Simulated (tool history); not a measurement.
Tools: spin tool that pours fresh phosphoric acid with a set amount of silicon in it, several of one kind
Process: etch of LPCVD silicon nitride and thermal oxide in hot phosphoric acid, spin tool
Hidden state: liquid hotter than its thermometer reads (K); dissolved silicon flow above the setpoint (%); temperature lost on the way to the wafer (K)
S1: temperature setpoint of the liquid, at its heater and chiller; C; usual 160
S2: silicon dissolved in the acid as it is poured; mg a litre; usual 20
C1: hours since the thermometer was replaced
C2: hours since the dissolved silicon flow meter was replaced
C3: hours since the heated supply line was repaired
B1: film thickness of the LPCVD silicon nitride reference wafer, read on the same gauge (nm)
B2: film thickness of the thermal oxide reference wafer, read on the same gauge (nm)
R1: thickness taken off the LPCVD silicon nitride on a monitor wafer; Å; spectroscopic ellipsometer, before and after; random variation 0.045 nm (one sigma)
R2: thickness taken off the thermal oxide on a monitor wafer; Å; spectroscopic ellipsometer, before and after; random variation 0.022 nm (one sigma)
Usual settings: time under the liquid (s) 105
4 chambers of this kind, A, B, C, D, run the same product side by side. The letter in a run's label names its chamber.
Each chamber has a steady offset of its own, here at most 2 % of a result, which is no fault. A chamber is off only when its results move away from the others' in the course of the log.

Run 1C, hour 4.9: usual settings; C1 2254.5; C2 400; C3 449.1; B1 80.004; B2 70.006. Result: R1 106.81 Å, R2 2.1074 Å.
At hour 9.5: chamber D: dissolved silicon flow meter replaced.
Run 2D, hour 13.4: usual settings; C1 1867.8; C2 4; C3 872.4; B1 79.969; B2 69.996. Result: R1 104.76 Å, R2 1.7113 Å.
Run 3A, hour 19.1: usual settings; C1 3130.9; C2 904.5; C3 469.6; B1 79.999; B2 69.958. Result: R1 106.35 Å, R2 1.7462 Å.
Run 4B, hour 27.8: usual settings; C1 2483.2; C2 1566.9; C3 776.6; B1 79.991; B2 69.978. Result: R1 105.59 Å, R2 2.222 Å.
Run 5A, hour 36.3: usual settings; C1 3148.1; C2 921.7; C3 486.8; B1 80.021; B2 69.964. Result: R1 106.53 Å, R2 2.1491 Å.
Run 6D, hour 42.3: usual settings; C1 1896.7; C2 32.9; C3 901.3; B1 79.988; B2 70.044. Result: R1 105.37 Å, R2 1.8906 Å.
Run 7C, hour 50.9: usual settings; C1 2300.5; C2 446; C3 495.1; B1 79.987; B2 69.924. Result: R1 106.69 Å, R2 2.1072 Å.
Run 8B, hour 56.6: usual settings; C1 2512; C2 1595.7; C3 805.4; B1 79.982; B2 70.008. Result: R1 105.4 Å, R2 1.6171 Å.
Run 9A, hour 62.3: usual settings; C1 3174.1; C2 947.7; C3 512.8; B1 80.006; B2 70.065. Result: R1 107.65 Å, R2 1.9526 Å.
At hour 64.6: chamber A: thermometer replaced.
Run 10C, hour 67.9: usual settings; C1 2317.5; C2 463; C3 512.1; B1 79.989; B2 69.987. Result: R1 107.99 Å, R2 1.7812 Å.
Run 11B, hour 76.8: usual settings; C1 2532.2; C2 1615.9; C3 825.6; B1 80.028; B2 69.961. Result: R1 105.43 Å, R2 1.5806 Å.
Run 12D, hour 82.1: usual settings; C1 1936.5; C2 72.7; C3 941.1; B1 79.995; B2 70.027. Result: R1 105.02 Å, R2 1.4455 Å.
Run 13B, hour 88.8: usual settings; C1 2544.2; C2 1627.9; C3 837.6; B1 80.011; B2 69.986. Result: R1 105.42 Å, R2 1.3567 Å.
Run 14D, hour 93.7: usual settings; C1 1948.1; C2 84.3; C3 952.7; B1 79.984; B2 70.016. Result: R1 104.68 Å, R2 1.7268 Å.
Run 15A, hour 102.9: usual settings; C1 38.3; C2 988.3; C3 553.4; B1 80.01; B2 70.002. Result: R1 107.3 Å, R2 1.9032 Å.
Run 16C, hour 110: usual settings; C1 2359.6; C2 505.1; C3 554.2; B1 79.977; B2 69.978. Result: R1 106.84 Å, R2 1.9891 Å.
Run 17C, hour 118.2: usual settings; C1 2367.8; C2 513.3; C3 562.4; B1 80.011; B2 69.989. Result: R1 106.93 Å, R2 1.779 Å.
Run 18A, hour 122.4: usual settings; C1 57.8; C2 1007.8; C3 572.9; B1 80.003; B2 70.023. Result: R1 107.53 Å, R2 1.9321 Å.
Run 19D, hour 130.4: usual settings; C1 1984.8; C2 121; C3 989.4; B1 80.008; B2 69.994. Result: R1 104.76 Å, R2 1.7963 Å.
Run 20B, hour 136: usual settings; C1 2591.4; C2 1675.1; C3 884.8; B1 79.978; B2 69.952. Result: R1 105.98 Å, R2 1.9025 Å.
Run 21B, hour 143.3: usual settings; C1 2598.7; C2 1682.4; C3 892.1; B1 80.018; B2 70.035. Result: R1 105.03 Å, R2 1.8913 Å.
Run 22A, hour 149.4: usual settings; C1 84.8; C2 1034.8; C3 599.9; B1 80.007; B2 69.982. Result: R1 107.9 Å, R2 1.5947 Å.
Run 23D, hour 157.2: usual settings but S1 158.5 C, S2 25.5 mg a litre; C1 2011.6; C2 147.8; C3 1016.2; B1 80.011; B2 70.035. Result: R1 100.21 Å, R2 1.5497 Å.
Run 24C, hour 165.3: usual settings but S1 158.5 C, S2 25.5 mg a litre; C1 2414.9; C2 560.4; C3 609.5; B1 80.012; B2 70.003. Result: R1 102.35 Å, R2 1.1105 Å.
Run 25A, hour 173.2: usual settings but S1 158.5 C, S2 25.5 mg a litre; C1 108.6; C2 1058.6; C3 623.7; B1 80.006; B2 69.991. Result: R1 101.48 Å, R2 1.3625 Å.
Run 26B, hour 180.5: usual settings but S1 158.5 C, S2 25.5 mg a litre; C1 2635.9; C2 1719.6; C3 929.3; B1 79.983; B2 69.978. Result: R1 99.852 Å, R2 1.2491 Å.
Run 27D, hour 188.1: usual settings; C1 2042.5; C2 178.7; C3 1047.1; B1 80.01; B2 69.991. Result: R1 105.32 Å, R2 2.1598 Å.
Run 28C, hour 196.5: usual settings; C1 2446.1; C2 591.6; C3 640.7; B1 79.956; B2 69.993. Result: R1 106.34 Å, R2 2.3731 Å.
Run 29D, hour 203.7: usual settings but S1 158 C, S2 29.5 mg a litre; C1 2058.1; C2 194.3; C3 1062.7; B1 80.014; B2 69.999. Result: R1 97.792 Å, R2 1.1277 Å.
Run 30C, hour 208.3: usual settings but S1 158 C, S2 29.5 mg a litre; C1 2457.9; C2 603.4; C3 652.5; B1 80.033; B2 70.037. Result: R1 100.33 Å, R2 1.2111 Å.
Run 31A, hour 214.4: usual settings but S1 158 C, S2 29.5 mg a litre; C1 149.8; C2 1099.8; C3 664.9; B1 79.998; B2 69.963. Result: R1 100.76 Å, R2 1.4972 Å.
Run 32B, hour 222.8: usual settings but S1 158 C, S2 29.5 mg a litre; C1 2678.2; C2 1761.9; C3 971.6; B1 79.979; B2 69.964. Result: R1 99.029 Å, R2 1.0261 Å.
Run 33A, hour 228.9: usual settings but S1 161 C; C1 164.3; C2 1114.3; C3 679.4; B1 79.994; B2 70.004. Result: R1 110.81 Å, R2 1.9977 Å.
Run 34C, hour 233.6: usual settings but S1 161 C; C1 2483.2; C2 628.7; C3 677.8; B1 79.974; B2 69.986. Result: R1 110.61 Å, R2 2.3266 Å.
Run 35B, hour 240.6: usual settings but S1 161 C; C1 2696; C2 1779.7; C3 989.4; B1 80.016; B2 70.037. Result: R1 109.14 Å, R2 1.8204 Å.
Run 36D, hour 246.7: usual settings but S1 161 C; C1 2101.1; C2 237.3; C3 1105.7; B1 80.021; B2 70.034. Result: R1 108.71 Å, R2 1.9523 Å.
Run 37D, hour 254.7: usual settings; C1 2109.1; C2 245.3; C3 1113.7; B1 79.979; B2 70.014. Result: R1 104.97 Å, R2 1.824 Å.
Run 38B, hour 262.7: usual settings; C1 2718.1; C2 1801.8; C3 1011.5; B1 79.985; B2 69.979. Result: R1 106.1 Å, R2 2.1742 Å.
Run 39A, hour 268.6: usual settings but S2 7 mg a litre, time under the liquid (s) 130; C1 204; C2 1154; C3 719.1; B1 79.986; B2 70.019. Result: R1 132.54 Å, R2 3.1368 Å.
Run 40C, hour 276.1: usual settings but S2 7 mg a litre, time under the liquid (s) 130; C1 2525.7; C2 671.2; C3 720.3; B1 79.992; B2 69.99. Result: R1 132.21 Å, R2 2.8511 Å.
Run 41C, hour 283.6: usual settings but S2 7 mg a litre, time under the liquid (s) 130; C1 2533.2; C2 678.7; C3 727.8; B1 80.036; B2 69.979. Result: R1 132.74 Å, R2 2.6796 Å.

What goes on in this fleet: one chamber off, a drifting gauge, or nothing beyond the chambers' own small offsets? Name the chamber and the cause, if any.

No chamber stands off beyond its own small offset, and the gauge holds steady.
